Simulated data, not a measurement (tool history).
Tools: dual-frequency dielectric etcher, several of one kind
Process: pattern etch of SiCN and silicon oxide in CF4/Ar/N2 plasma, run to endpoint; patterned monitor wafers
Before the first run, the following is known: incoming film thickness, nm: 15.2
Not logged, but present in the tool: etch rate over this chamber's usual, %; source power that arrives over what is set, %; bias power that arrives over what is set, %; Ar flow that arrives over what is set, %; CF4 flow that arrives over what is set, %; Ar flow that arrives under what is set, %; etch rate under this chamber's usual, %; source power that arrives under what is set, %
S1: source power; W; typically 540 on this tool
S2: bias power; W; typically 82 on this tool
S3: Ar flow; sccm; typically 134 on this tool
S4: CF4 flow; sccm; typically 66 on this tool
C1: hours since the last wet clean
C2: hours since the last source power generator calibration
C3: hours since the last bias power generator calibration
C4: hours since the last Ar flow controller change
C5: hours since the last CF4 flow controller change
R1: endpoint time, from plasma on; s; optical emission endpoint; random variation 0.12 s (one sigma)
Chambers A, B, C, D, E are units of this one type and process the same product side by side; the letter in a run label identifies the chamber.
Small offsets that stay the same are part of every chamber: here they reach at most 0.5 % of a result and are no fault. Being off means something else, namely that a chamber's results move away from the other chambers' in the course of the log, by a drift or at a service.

| run | day | S1 | S2 | S3 | S4 | C1 | C2 | C3 | C4 | C5 | R1 |
|---|---|---|---|---|---|---|---|---|---|---|---|
|  | 0.079 | chamber A: wet clean of the chamber |
| 1C | 0.196 | 540 | 82 | 134 | 66 | 182.4 | 248.6 | 1053.4 | 910.8 | 1228.6 | 15.067 |
| 2B | 0.546 | 540 | 82 | 134 | 66 | 257.6 | 1706 | 2934.5 | 1522.2 | 928.3 | 15.185 |
| 3E | 0.767 | 540 | 82 | 134 | 66 | 219.5 | 1292.1 | 814.6 | 434.7 | 417 | 15.133 |
|  | 1.088 | chamber B: bias power generator calibrated |
| 4D | 1.142 | 540 | 82 | 134 | 66 | 50.4 | 1259 | 1137.3 | 1717.3 | 3254.9 | 15.251 |
| 5A | 1.454 | 600 | 82 | 134 | 57 | 33 | 1515 | 1495.2 | 3564.1 | 178.6 | 14.163 |
| 6B | 1.662 | 600 | 82 | 134 | 57 | 284.4 | 1732.8 | 13.9 | 1549 | 955.1 | 14.098 |
| 7E | 1.958 | 600 | 82 | 134 | 57 | 248.1 | 1320.7 | 843.2 | 463.3 | 445.6 | 14.244 |
| 8D | 2.271 | 600 | 82 | 134 | 57 | 77.5 | 1286.1 | 1164.4 | 1744.4 | 3282 | 14.113 |
| 9C | 2.471 | 600 | 82 | 134 | 57 | 237 | 303.2 | 1108 | 965.4 | 1283.2 | 14.229 |
| 10A | 2.825 | 540 | 82 | 134 | 66 | 65.9 | 1547.9 | 1528.1 | 3597 | 211.5 | 15.273 |
| 11C | 3.096 | 540 | 82 | 134 | 66 | 252 | 318.2 | 1123 | 980.4 | 1298.2 | 14.953 |
| 12B | 3.379 | 540 | 82 | 134 | 66 | 325.6 | 1774 | 55.1 | 1590.2 | 996.3 | 15.136 |
| 13A | 3.579 | 540 | 82 | 134 | 66 | 84 | 1566 | 1546.2 | 3615.1 | 229.6 | 15.3 |
| 14D | 3.817 | 540 | 82 | 134 | 66 | 114.6 | 1323.2 | 1201.5 | 1781.5 | 3319.1 | 14.991 |
| 15E | 4.088 | 540 | 82 | 134 | 66 | 299.2 | 1371.8 | 894.3 | 514.4 | 496.7 | 15.314 |
| 16D | 4.412 | 540 | 82 | 134 | 66 | 128.9 | 1337.5 | 1215.8 | 1795.8 | 3333.4 | 15.492 |
| 17B | 4.762 | 540 | 82 | 134 | 66 | 358.8 | 1807.2 | 88.3 | 1623.4 | 1029.5 | 15.129 |
| 18C | 5.075 | 540 | 82 | 151 | 66 | 299.5 | 365.7 | 1170.5 | 1027.9 | 1345.7 | 15.616 |
| 19E | 5.312 | 540 | 82 | 151 | 66 | 328.6 | 1401.2 | 923.7 | 543.8 | 526.1 | 15.517 |
| 20A | 5.538 | 540 | 82 | 151 | 66 | 131 | 1613 | 1593.2 | 3662.1 | 276.6 | 15.466 |
| 21D | 5.775 | 540 | 82 | 151 | 66 | 161.6 | 1370.2 | 1248.5 | 1828.5 | 3366.1 | 15.384 |
| 22C | 5.992 | 540 | 82 | 151 | 66 | 321.5 | 387.7 | 1192.5 | 1049.9 | 1367.7 | 15.475 |
| 23B | 6.2 | 540 | 82 | 134 | 66 | 393.3 | 1841.7 | 122.8 | 1657.9 | 1064 | 15.124 |
| 24A | 6.408 | 540 | 82 | 134 | 66 | 151.9 | 1633.9 | 1614.1 | 3683 | 297.5 | 15.183 |
| 25E | 6.746 | 540 | 82 | 134 | 66 | 363 | 1435.6 | 958.1 | 578.2 | 560.5 | 15.224 |
| 26D | 7.046 | 540 | 82 | 134 | 66 | 192.1 | 1400.7 | 1279 | 1859 | 3396.6 | 15.257 |
| 27A | 7.433 | 540 | 65 | 134 | 77 | 176.5 | 1658.5 | 1638.7 | 3707.6 | 322.1 | 16.169 |
| 28E | 7.821 | 540 | 65 | 134 | 77 | 388.8 | 1461.4 | 983.9 | 604 | 586.3 | 16.358 |
| 29C | 8.038 | 540 | 65 | 134 | 77 | 370.6 | 436.8 | 1241.6 | 1099 | 1416.8 | 16.025 |
| 30B | 8.342 | 540 | 65 | 134 | 77 | 444.7 | 1893.1 | 174.2 | 1709.3 | 1115.4 | 15.792 |
| 31A | 8.662 | 540 | 65 | 134 | 77 | 206 | 1688 | 1668.2 | 3737.1 | 351.6 | 16.09 |
| 32E | 8.867 | 540 | 82 | 134 | 66 | 413.9 | 1486.5 | 1009 | 629.1 | 611.4 | 15.495 |
|  | 9.188 | chamber B: wet clean of the chamber |
| 33B | 9.233 | 540 | 82 | 134 | 66 | 1.1 | 1914.5 | 195.6 | 1730.7 | 1136.8 | 15.13 |
| 34D | 9.508 | 540 | 82 | 134 | 66 | 251.2 | 1459.8 | 1338.1 | 1918.1 | 3455.7 | 15.343 |
| 35C | 9.825 | 540 | 82 | 134 | 66 | 413.5 | 479.7 | 1284.5 | 1141.9 | 1459.7 | 15.011 |
| 36A | 10.004 | 650 | 82 | 134 | 60 | 238.2 | 1720.2 | 1700.4 | 3769.3 | 383.8 | 13.17 |
| 37B | 10.362 | 650 | 82 | 134 | 60 | 28.2 | 1941.6 | 222.7 | 1757.8 | 1163.9 | 13.133 |
| 38D | 10.562 | 650 | 82 | 134 | 60 | 276.5 | 1485.1 | 1363.4 | 1943.4 | 3481 | 13.037 |
|  | 10.646 | chamber A: bias power generator calibrated |
| 39E | 10.879 | 650 | 82 | 134 | 60 | 462.2 | 1534.8 | 1057.3 | 677.4 | 659.7 | 13.734 |
| 40C | 11.096 | 650 | 82 | 134 | 60 | 444 | 510.2 | 1315 | 1172.4 | 1490.2 | 13.271 |
| 41A | 11.471 | 540 | 82 | 134 | 66 | 273.4 | 1755.4 | 19.8 | 3804.5 | 419 | 15.056 |
| 42D | 11.654 | 540 | 82 | 134 | 66 | 302.7 | 1511.3 | 1389.6 | 1969.6 | 3507.2 | 15.066 |
| 43B | 11.996 | 540 | 82 | 134 | 66 | 67.4 | 1980.8 | 261.9 | 1797 | 1203.1 | 14.891 |

The same settings go to every chamber for the next run, one line per chamber below. Forecast the results for each:
| 44A | 12.283 | 540 | 66 | 134 | 66 |  |  |  |  |  | ? |
| 44B | 12.283 | 540 | 66 | 134 | 66 |  |  |  |  |  | ? |
| 44C | 12.283 | 540 | 66 | 134 | 66 |  |  |  |  |  | ? |
| 44D | 12.283 | 540 | 66 | 134 | 66 |  |  |  |  |  | ? |
| 44E | 12.283 | 540 | 66 | 134 | 66 |  |  |  |  |  | ? |

| run | R1 |
|---|---|
| 44A | 16.665 |
| 44B | 16.339 |
| 44C | 16.485 |
| 44D | 16.484 |
| 44E | 17.398 |
